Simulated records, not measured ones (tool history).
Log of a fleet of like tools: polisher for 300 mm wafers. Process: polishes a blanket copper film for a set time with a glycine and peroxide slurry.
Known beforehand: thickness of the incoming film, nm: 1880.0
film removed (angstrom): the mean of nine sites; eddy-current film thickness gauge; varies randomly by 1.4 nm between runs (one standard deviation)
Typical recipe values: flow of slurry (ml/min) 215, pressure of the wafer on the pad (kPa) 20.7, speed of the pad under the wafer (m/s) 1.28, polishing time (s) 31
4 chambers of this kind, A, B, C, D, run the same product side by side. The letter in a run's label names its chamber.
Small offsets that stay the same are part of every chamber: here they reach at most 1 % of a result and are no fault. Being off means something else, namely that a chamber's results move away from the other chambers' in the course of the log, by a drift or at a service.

run,hour,flow of slurry (ml/min),pressure of the wafer on the pad (kPa),speed of the pad under the wafer (m/s),polishing time (s),wafers polished on this pad,hours since the slurry nozzle was cleaned,hours since the head pressure was calibrated,film removed (angstrom)
# hour 0.6: chamber C: worn pad replaced by a new one
1D,2.7,215,20.7,1.28,31,756,173.7,599.9,2016.6
2B,4.8,215,20.7,1.28,31,286,587.8,113.4,2024.5
# hour 4.9: chamber D: worn pad replaced by a new one
3C,9.2,215,20.7,1.28,31,98,521,753.8,1991.8
4A,11.4,215,20.7,1.28,31,896,633.5,131.4,2036.6
5B,13.8,215,20.7,1.28,31,388,596.8,122.4,1993.5
6C,16.6,280,20.7,1.5,31,182,528.4,761.2,2371.1
7A,21.2,280,20.7,1.5,31,1007,643.3,141.2,2395.5
8D,24.4,280,20.7,1.5,31,222,195.4,621.6,2397.8
9D,26.7,280,20.7,1.5,31,248,197.7,623.9,2364
10B,28.9,215,20.7,1.28,31,560,611.9,137.5,2020.2
11C,31.7,215,20.7,1.28,31,354,543.5,776.3,2006
12A,35.8,180,17.9,1.28,31,1173,657.9,155.8,1758.9
# hour 38.8: chamber A: worn pad replaced by a new one
13A,39.1,180,17.9,1.28,31,3,661.2,159.1,1760.7
14D,41.1,180,17.9,1.28,31,412,212.1,638.3,1764.1
# hour 41.3: chamber C: head pressure recalibrated
15B,45.2,180,17.9,1.28,31,746,628.2,153.8,1732.2
16C,48.4,215,20.7,1.28,31,544,560.2,7.2,1877.2
# hour 50.3: chamber B: worn pad replaced by a new one
17C,52.5,215,20.7,1.28,31,591,564.3,11.3,1854.3
18D,55.4,215,20.7,1.28,31,575,226.4,652.6,2021.5
19A,58.8,215,20.7,1.28,31,228,680.9,178.8,2059.6
# hour 59.1: chamber C: worn pad replaced by a new one
20B,62.7,215,20.7,1.28,31,142,645.7,171.3,1991.9
21D,66.3,215,20.7,1.28,31,699,237.3,663.5,2021.8
# hour 68.5: chamber B: slurry nozzle cleaned
22B,68.5,215,15.9,1.28,22,208,0,177.1,1133.6
23A,72.8,215,15.9,1.28,22,387,694.9,192.8,1146.6
# hour 74.6: chamber D: worn pad replaced by a new one
24C,75.9,215,15.9,1.28,22,191,587.7,34.7,1071
25A,80.5,215,15.9,1.28,22,474,702.6,200.5,1159.2
26C,84.1,215,20.7,1.28,31,285,595.9,42.9,1894.1
27B,86.7,215,20.7,1.28,31,415,18.2,195.3,1987.9
28D,91.2,215,20.7,1.28,31,189,262.2,688.4,2023.4
29B,95.3,285,20.7,1.28,31,513,26.8,203.9,2076.9
30A,99.4,285,20.7,1.28,31,690,721.5,219.4,2105.4
31C,103.7,285,20.7,1.28,31,508,615.5,62.5,1946.2
32D,106.5,285,20.7,1.28,31,363,277.5,703.7,2095.6
# hour 107.7: chamber B: worn pad replaced by a new one
33B,109.3,215,20.7,1.28,31,18,40.8,217.9,2001.1
34A,112.4,270,20.7,1.28,31,837,734.5,232.4,2083.4
35D,116.8,270,20.7,1.28,31,480,287.8,714,2077.6
36C,121.1,270,20.7,1.28,31,706,632.9,79.9,1931.4
37A,123.9,270,20.7,1.28,31,968,746,243.9,2080.4
38B,128.1,215,20.7,1.28,31,232,59.6,236.7,1988
# hour 130.8: chamber C: worn pad replaced by a new one
39C,132.7,215,20.7,1.28,31,22,644.5,91.5,1882.7

What goes on in this fleet: one chamber off, a drifting gauge, or nothing beyond the chambers' own small offsets? Name the chamber and the cause, if any.

After it was serviced, chamber C no longer matches the other chambers.
Likeliest cause: head's pressure below its setpoint, % = 7.69.

Which of the 4 candidates below, each the usual settings with something changed and its results left as question marks, puts chamber C back in line with what the other chambers give on the usual settings?
In-line tolerance around the mean of the other chambers on the usual settings: film removed (angstrom) 51
40C-1,136,215,21.4,1.34,31,,,,?
40C-2,136,215,20.7,1.28,32,,,,?
40C-3,136,215,20,1.26,30,,,,?
40C-4,136,215,20,1.28,31,,,,?

The mean the other chambers reach with the usual settings: film removed (angstrom) 2020.1
run,film removed (angstrom)
40C-1,2010.9
40C-2,1940.8
40C-3,1744.8
40C-4,1827.2
The answer is 40C-1, which returns the chamber to within the allowed miss of the others.

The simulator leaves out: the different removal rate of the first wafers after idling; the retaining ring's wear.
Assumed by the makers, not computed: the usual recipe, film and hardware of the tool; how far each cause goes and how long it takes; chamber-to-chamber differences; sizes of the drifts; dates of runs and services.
